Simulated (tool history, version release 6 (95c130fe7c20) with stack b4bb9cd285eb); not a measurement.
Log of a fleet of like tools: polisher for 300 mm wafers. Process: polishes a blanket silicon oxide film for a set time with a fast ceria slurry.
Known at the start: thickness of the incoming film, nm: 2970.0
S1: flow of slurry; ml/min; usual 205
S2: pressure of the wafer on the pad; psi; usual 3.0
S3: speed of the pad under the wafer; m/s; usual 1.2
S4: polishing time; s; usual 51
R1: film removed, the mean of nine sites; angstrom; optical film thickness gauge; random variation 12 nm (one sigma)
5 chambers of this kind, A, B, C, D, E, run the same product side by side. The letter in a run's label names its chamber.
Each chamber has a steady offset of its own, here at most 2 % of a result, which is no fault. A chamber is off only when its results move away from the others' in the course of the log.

run	hour	S1	S2	S3	S4	R1
1A	12.2	205	3.0	1.2	51	10656
2B	21.2	205	3.0	1.2	51	10569
3E	34.2	205	3.0	1.2	51	10517
# hour 35.7: chamber D: worn pad replaced by a new one
# hour 38.7: chamber C: worn pad replaced by a new one
# hour 39.9: chamber A: head pressure recalibrated
4D	44.4	205	3.0	1.2	51	10884
5C	52.6	205	3.0	1.2	51	10755
6A	64.8	205	3.0	1.2	51	10773
7E	75.5	205	3.0	1.2	51	10605
# hour 75.7: chamber A: worn pad replaced by a new one
8B	84.3	205	3.0	1.2	51	10415
# hour 88.2: chamber E: worn pad replaced by a new one
9C	95.9	205	3.0	1.2	51	10857
# hour 104.1: chamber B: worn pad replaced by a new one
10D	109.0	205	3.0	1.2	51	10669
# hour 110.1: chamber C: slurry nozzle cleaned
# hour 119.1: chamber D: worn pad replaced by a new one
11E	120.6	205	3.0	1.2	51	10773
12B	132.7	150	3.0	1.2	51	10092
13C	148.1	150	3.0	1.2	51	10144
14A	163.6	150	3.0	1.2	51	10097
# hour 170.7: chamber C: worn pad replaced by a new one
15D	177.1	150	3.0	1.2	51	10299
16C	185.6	150	3.0	1.2	51	10368
# hour 187.0: chamber E: worn pad replaced by a new one
17B	197.5	205	3.0	1.2	51	10496
# hour 200.0: chamber D: slurry nozzle cleaned
# hour 205.5: chamber B: worn pad replaced by a new one
18E	207.4	205	3.0	1.2	51	10597
# hour 216.6: chamber D: worn pad replaced by a new one
19A	217.3	205	3.0	1.2	51	10554
20D	226.5	205	3.0	1.2	51	10883
# hour 239.1: chamber A: worn pad replaced by a new one
21C	241.3	205	3.0	1.2	51	10832
22B	255.1	205	3.0	1.2	51	10788
23E	262.4	205	3.0	1.2	51	10636
# hour 265.2: chamber A: slurry nozzle cleaned
24D	270.1	205	3.0	1.2	51	10697
# hour 272.9: chamber E: head pressure recalibrated
25A	279.5	205	3.0	1.2	51	10833
# hour 279.9: chamber D: head pressure recalibrated
# hour 284.7: chamber E: worn pad replaced by a new one
# hour 290.6: chamber C: worn pad replaced by a new one
26C	294.4	205	3.0	1.2	51	10899
# hour 295.1: chamber B: worn pad replaced by a new one
27B	303.5	205	3.0	1.2	51	10770
# hour 311.8: chamber D: worn pad replaced by a new one
28E	316.2	205	3.6	1.2	62	15531
# hour 318.8: chamber E: slurry nozzle cleaned
# hour 327.0: chamber C: slurry nozzle cleaned
29D	332.0	205	3.6	1.2	62	15904
30A	343.3	205	3.6	1.2	62	15283
31B	357.9	205	3.6	1.2	62	16039
32E	371.3	205	3.6	1.2	62	15631
# hour 373.1: chamber E: worn pad replaced by a new one
# hour 379.1: chamber B: worn pad replaced by a new one
# hour 381.5: chamber A: worn pad replaced by a new one
33C	386.6	205	3.0	1.2	51	10668
# hour 393.1: chamber C: head pressure recalibrated
34D	401.8	205	3.0	1.2	51	10660
# hour 404.5: chamber D: worn pad replaced by a new one
35A	410.7	205	3.0	1.2	51	10663
# hour 413.0: chamber B: slurry nozzle cleaned
36A	418.1	205	3.0	1.2	51	10654
# hour 430.8: chamber C: worn pad replaced by a new one
37D	432.9	205	3.0	1.2	51	10602
38C	443.7	205	3.0	1.2	51	10839
39E	454.5	205	3.0	1.2	51	10546
40B	464.4	205	3.0	1.2	51	11476
# hour 466.9: chamber B: worn pad replaced by a new one
41B	472.6	205	3.0	1.2	51	11216
# hour 478.8: chamber E: worn pad replaced by a new one
42E	483.3	235	3.0	1.2	63	13441

All 5 chambers run these settings next. Forecast each chamber's results:
43A	495.2	205	3.0	1.2	60	?
43B	495.2	205	3.0	1.2	60	?
43C	495.2	205	3.0	1.2	60	?
43D	495.2	205	3.0	1.2	60	?
43E	495.2	205	3.0	1.2	60	?

run	R1
43A	12486
43B	13240
43C	12839
43D	12643
43E	12623
